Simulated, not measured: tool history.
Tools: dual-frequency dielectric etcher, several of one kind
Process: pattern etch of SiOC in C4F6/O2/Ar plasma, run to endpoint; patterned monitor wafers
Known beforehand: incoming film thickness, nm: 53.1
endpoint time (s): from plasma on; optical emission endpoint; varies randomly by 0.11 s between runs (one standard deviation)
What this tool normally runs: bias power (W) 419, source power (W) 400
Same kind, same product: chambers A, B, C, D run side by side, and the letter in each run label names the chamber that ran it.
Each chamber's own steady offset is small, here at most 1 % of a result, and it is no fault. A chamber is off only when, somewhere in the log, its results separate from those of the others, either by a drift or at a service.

| run | hour | bias power (W) | source power (W) | endpoint time (s) |
|---|---|---|---|---|
| 1A | 13 | 419 | 400 | 18.979 |
| 2D | 23.1 | 419 | 400 | 19.137 |
| 3C | 34.8 | 419 | 400 | 19.097 |
| 4B | 42.1 | 419 | 400 | 19.062 |
|  | 42.9 | chamber C: wet clean of the chamber |
| 5C | 49.4 | 483 | 360 | 18.853 |
| 6B | 61.2 | 483 | 360 | 18.84 |
| 7D | 69.4 | 483 | 360 | 18.911 |
| 8A | 76.3 | 483 | 360 | 18.927 |
| 9A | 89 | 419 | 400 | 19.088 |
| 10B | 99.9 | 419 | 400 | 19.056 |
| 11D | 111 | 419 | 490 | 17.415 |
| 12C | 122.8 | 419 | 490 | 17.658 |
| 13D | 130.8 | 419 | 490 | 17.571 |
| 14B | 142.1 | 419 | 490 | 17.507 |
| 15C | 152.6 | 419 | 400 | 19.177 |
| 16A | 164.2 | 419 | 400 | 19.015 |
| 17C | 171.9 | 419 | 400 | 19.285 |
| 18D | 184.6 | 419 | 400 | 19.026 |
| 19B | 193.9 | 419 | 490 | 17.543 |
| 20A | 201.5 | 419 | 490 | 17.742 |
| 21C | 211.7 | 419 | 490 | 17.614 |
| 22A | 224.2 | 419 | 490 | 17.926 |
| 23B | 236.1 | 419 | 400 | 18.894 |
| 24D | 245.6 | 419 | 400 | 19.108 |

Read the log: is a single chamber off, either drifting away or since a service, is the gauge that measures every chamber drifting, or is nothing wrong beyond small per-chamber offsets? Name any odd chamber and what most likely caused it.

Neither any chamber nor the gauge drifts; the chambers differ only by their own small, steady offsets.

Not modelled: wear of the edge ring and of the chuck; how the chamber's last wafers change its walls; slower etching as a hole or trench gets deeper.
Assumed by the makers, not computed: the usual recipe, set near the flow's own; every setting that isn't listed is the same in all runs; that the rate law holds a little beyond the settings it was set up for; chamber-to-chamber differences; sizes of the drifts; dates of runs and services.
